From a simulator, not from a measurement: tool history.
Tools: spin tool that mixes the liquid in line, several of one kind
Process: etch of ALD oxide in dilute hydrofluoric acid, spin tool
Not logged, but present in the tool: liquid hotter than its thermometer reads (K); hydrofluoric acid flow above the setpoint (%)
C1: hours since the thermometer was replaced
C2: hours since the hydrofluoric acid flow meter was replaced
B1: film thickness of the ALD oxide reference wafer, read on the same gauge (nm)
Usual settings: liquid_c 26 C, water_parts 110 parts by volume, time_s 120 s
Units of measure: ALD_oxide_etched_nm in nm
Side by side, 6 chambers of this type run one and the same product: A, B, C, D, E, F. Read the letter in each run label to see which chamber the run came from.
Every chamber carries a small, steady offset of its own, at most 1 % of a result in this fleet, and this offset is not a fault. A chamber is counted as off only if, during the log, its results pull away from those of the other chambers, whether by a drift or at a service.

-- day=0.104 chamber A: hydrofluoric acid flow meter replaced
run 1B day=0.4 | liquid_c=26 water_parts=110 time_s=120 | C1=230.8 C2=489.7 | B1=130 | ALD_oxide_etched_nm=38.513
run 2D day=0.892 | liquid_c=26 water_parts=110 time_s=120 | C1=816.4 C2=250.1 | B1=130.01 | ALD_oxide_etched_nm=38.445
-- day=0.988 chamber F: hydrofluoric acid flow meter replaced
run 3F day=1.408 | liquid_c=26 water_parts=110 time_s=120 | C1=1436 C2=10.1 | B1=130.01 | ALD_oxide_etched_nm=38.387
run 4A day=1.729 | liquid_c=26 water_parts=110 time_s=120 | C1=1707.3 C2=39 | B1=129.99 | ALD_oxide_etched_nm=38.009
-- day=1.967 chamber E: hydrofluoric acid flow meter replaced
run 5E day=2.117 | liquid_c=26 water_parts=110 time_s=120 | C1=189.9 C2=3.6 | B1=130 | ALD_oxide_etched_nm=37.658
-- day=2.175 chamber B: hydrofluoric acid flow meter replaced
run 6C day=2.458 | liquid_c=26 water_parts=110 time_s=120 | C1=1289.2 C2=247.1 | B1=130.01 | ALD_oxide_etched_nm=37.944
run 7A day=2.967 | liquid_c=26 water_parts=110 time_s=120 | C1=1737 C2=68.7 | B1=129.99 | ALD_oxide_etched_nm=37.967
run 8F day=3.246 | liquid_c=26 water_parts=110 time_s=120 | C1=1480.1 C2=54.2 | B1=129.98 | ALD_oxide_etched_nm=38.581
run 9B day=3.658 | liquid_c=29.5 water_parts=110 time_s=120 | C1=309 C2=35.7 | B1=130 | ALD_oxide_etched_nm=43.646
run 10C day=4.133 | liquid_c=29.5 water_parts=110 time_s=120 | C1=1329.4 C2=287.3 | B1=129.99 | ALD_oxide_etched_nm=43.053
run 11D day=4.429 | liquid_c=29.5 water_parts=110 time_s=120 | C1=901.3 C2=335 | B1=130.01 | ALD_oxide_etched_nm=43.814
run 12E day=4.962 | liquid_c=29.5 water_parts=110 time_s=120 | C1=258.2 C2=71.9 | B1=130 | ALD_oxide_etched_nm=43.024
run 13E day=5.367 | liquid_c=29.5 water_parts=110 time_s=120 | C1=267.9 C2=81.6 | B1=130 | ALD_oxide_etched_nm=43.146
run 14A day=5.746 | liquid_c=29.5 water_parts=110 time_s=120 | C1=1803.7 C2=135.4 | B1=130.02 | ALD_oxide_etched_nm=43.244
run 15B day=6.025 | liquid_c=26 water_parts=110 time_s=120 | C1=365.8 C2=92.5 | B1=129.98 | ALD_oxide_etched_nm=38.33
run 16C day=6.471 | liquid_c=26 water_parts=110 time_s=120 | C1=1385.5 C2=343.4 | B1=130.02 | ALD_oxide_etched_nm=37.763
run 17D day=6.871 | liquid_c=26 water_parts=110 time_s=120 | C1=959.9 C2=393.6 | B1=129.99 | ALD_oxide_etched_nm=38.199
run 18F day=7.217 | liquid_c=26 water_parts=110 time_s=120 | C1=1575.4 C2=149.5 | B1=130 | ALD_oxide_etched_nm=38.305
run 19C day=7.508 | liquid_c=26 water_parts=110 time_s=100 | C1=1410.4 C2=368.3 | B1=130.03 | ALD_oxide_etched_nm=31.296
run 20E day=8.008 | liquid_c=26 water_parts=110 time_s=100 | C1=331.3 C2=145 | B1=130 | ALD_oxide_etched_nm=31.695
run 21D day=8.529 | liquid_c=26 water_parts=110 time_s=100 | C1=999.7 C2=433.4 | B1=129.99 | ALD_oxide_etched_nm=32.017
run 22F day=9.025 | liquid_c=26 water_parts=110 time_s=100 | C1=1618.8 C2=192.9 | B1=129.99 | ALD_oxide_etched_nm=31.85
run 23A day=9.417 | liquid_c=26 water_parts=110 time_s=100 | C1=1891.8 C2=223.5 | B1=129.97 | ALD_oxide_etched_nm=31.623
run 24B day=9.754 | liquid_c=26 water_parts=110 time_s=100 | C1=455.3 C2=182 | B1=130 | ALD_oxide_etched_nm=31.802
run 25C day=10.083 | liquid_c=26 water_parts=110 time_s=120 | C1=1472.2 C2=430.1 | B1=130 | ALD_oxide_etched_nm=37.326
run 26B day=10.479 | liquid_c=26 water_parts=110 time_s=180 | C1=472.7 C2=199.4 | B1=130.01 | ALD_oxide_etched_nm=57.643
run 27F day=10.817 | liquid_c=26 water_parts=110 time_s=180 | C1=1661.8 C2=235.9 | B1=130.02 | ALD_oxide_etched_nm=57.548
run 28E day=11.058 | liquid_c=26 water_parts=110 time_s=180 | C1=404.5 C2=218.2 | B1=130.01 | ALD_oxide_etched_nm=56.395
run 29D day=11.362 | liquid_c=26 water_parts=110 time_s=180 | C1=1067.7 C2=501.4 | B1=130 | ALD_oxide_etched_nm=57.044
run 30A day=11.779 | liquid_c=26 water_parts=110 time_s=180 | C1=1948.5 C2=280.2 | B1=129.99 | ALD_oxide_etched_nm=56.41
run 31D day=12.221 | liquid_c=26 water_parts=110 time_s=180 | C1=1088.3 C2=522 | B1=130 | ALD_oxide_etched_nm=56.947
run 32E day=12.608 | liquid_c=26 water_parts=110 time_s=120 | C1=441.7 C2=255.4 | B1=130 | ALD_oxide_etched_nm=37.612
run 33B day=12.875 | liquid_c=26 water_parts=145 time_s=120 | C1=530.2 C2=256.9 | B1=129.99 | ALD_oxide_etched_nm=27.823
run 34F day=13.142 | liquid_c=26 water_parts=145 time_s=120 | C1=1717.6 C2=291.7 | B1=130 | ALD_oxide_etched_nm=27.99
-- day=13.296 chamber B: thermometer replaced
run 35C day=13.642 | liquid_c=26 water_parts=145 time_s=120 | C1=1557.6 C2=515.5 | B1=129.99 | ALD_oxide_etched_nm=27.429
run 36A day=14.088 | liquid_c=26 water_parts=145 time_s=120 | C1=2003.9 C2=335.6 | B1=130 | ALD_oxide_etched_nm=27.645
run 37C day=14.529 | liquid_c=26 water_parts=145 time_s=120 | C1=1578.9 C2=536.8 | B1=129.99 | ALD_oxide_etched_nm=27.715
run 38A day=14.979 | liquid_c=26 water_parts=145 time_s=120 | C1=2025.3 C2=357 | B1=130 | ALD_oxide_etched_nm=27.677
run 39B day=15.354 | liquid_c=26 water_parts=110 time_s=120 | C1=49.5 C2=316.4 | B1=130 | ALD_oxide_etched_nm=38.202
run 40F day=15.662 | liquid_c=27.5 water_parts=110 time_s=120 | C1=1778.1 C2=352.2 | B1=130.01 | ALD_oxide_etched_nm=40.399
run 41D day=16.108 | liquid_c=27.5 water_parts=110 time_s=120 | C1=1181.6 C2=615.3 | B1=130 | ALD_oxide_etched_nm=40.362
run 42E day=16.408 | liquid_c=27.5 water_parts=110 time_s=120 | C1=532.9 C2=346.6 | B1=130 | ALD_oxide_etched_nm=40.027
run 43B day=16.683 | liquid_c=27.5 water_parts=110 time_s=120 | C1=81.4 C2=348.3 | B1=130 | ALD_oxide_etched_nm=40.589
run 44F day=16.958 | liquid_c=27.5 water_parts=110 time_s=120 | C1=1809.2 C2=383.3 | B1=129.99 | ALD_oxide_etched_nm=40.398

Is one chamber out of step, is the gauge drifting, or do the chambers differ by no more than their own small offsets? For an off chamber, give its letter and the likeliest cause.

Beyond each chamber's small constant offset nothing stands out, and the gauge stays steady.

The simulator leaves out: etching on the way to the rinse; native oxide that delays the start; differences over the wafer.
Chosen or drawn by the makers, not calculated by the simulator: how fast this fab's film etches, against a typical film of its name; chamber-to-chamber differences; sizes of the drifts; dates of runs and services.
